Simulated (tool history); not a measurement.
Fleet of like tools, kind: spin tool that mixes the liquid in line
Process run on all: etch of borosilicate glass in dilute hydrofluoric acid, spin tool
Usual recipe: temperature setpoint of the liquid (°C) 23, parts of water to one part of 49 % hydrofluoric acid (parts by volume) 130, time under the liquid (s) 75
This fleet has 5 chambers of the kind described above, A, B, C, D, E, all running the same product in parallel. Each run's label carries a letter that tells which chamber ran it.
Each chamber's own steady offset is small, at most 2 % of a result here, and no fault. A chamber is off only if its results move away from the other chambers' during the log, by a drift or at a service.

run	day	temperature setpoint of the liquid (°C)	parts of water to one part of 49 % hydrofluoric acid (parts by volume)	time under the liquid (s)	read-back film thickness of the borosilicate glass reference wafer, read on the same gauge (nm)	thickness taken off the borosilicate glass on a monitor wafer (nm)
1A	0.254	23	130	75	140.00	13.2920
2D	0.554	23	130	75	140.00	13.4080
3C	0.771	23	130	75	140.00	13.2070
4B	1.054	23	130	75	139.98	13.3810
5E	1.375	23	130	75	139.95	13.2200
6E	1.612	23	75	75	139.98	24.2300
7B	1.846	23	75	75	140.04	24.5490
8A	2.117	23	75	75	140.03	25.1910
9D	2.321	23	75	75	140.02	25.7680
10C	2.625	23	75	75	139.97	25.0700
11A	2.854	23	130	75	139.98	13.3820
12E	3.133	23	130	75	139.98	13.1840
13D	3.358	23	130	75	140.02	13.7670
14B	3.538	23	130	75	140.03	13.3080
15C	3.862	23	130	75	140.02	13.1690
16B	4.200	23	130	75	140.05	13.2940
17C	4.542	23	130	75	139.99	13.1250
18E	4.867	23	150	40	140.00	5.9449
19A	5.138	23	150	40	140.01	6.0317
20D	5.425	23	150	40	140.00	6.2474
21E	5.754	23	150	40	139.99	5.9297
22B	6.121	23	150	40	139.96	5.9429
23A	6.333	23	130	75	139.98	13.4080
24C	6.633	23	130	75	139.99	13.1500
25D	6.867	23	130	75	139.99	14.0030
26B	7.208	23	130	75	139.99	13.1830
27A	7.500	23	130	75	140.00	13.3440
28D	7.700	23	130	75	140.01	14.1560
# day 7.888: chamber A: hydrofluoric acid flow meter replaced
29C	7.892	23	130	75	139.98	13.3210
30E	8.225	23	130	75	140.01	13.1670
31D	8.458	23	130	75	140.00	14.3270
32B	8.758	23	130	75	139.98	13.4790
33A	9.121	23	130	75	140.00	13.2600
34E	9.296	23	130	75	139.97	13.1590
35C	9.592	23	130	75	140.03	13.3310

Each of the 5 chambers runs these same settings next. Fill in every chamber's results:
36A	9.867	23	130	75		?
36B	9.867	23	130	75		?
36C	9.867	23	130	75		?
36D	9.867	23	130	75		?
36E	9.867	23	130	75		?

run	thickness taken off the borosilicate glass on a monitor wafer (nm)
36A	13.3910
36B	13.3050
36C	13.2090
36D	14.3090
36E	13.4170
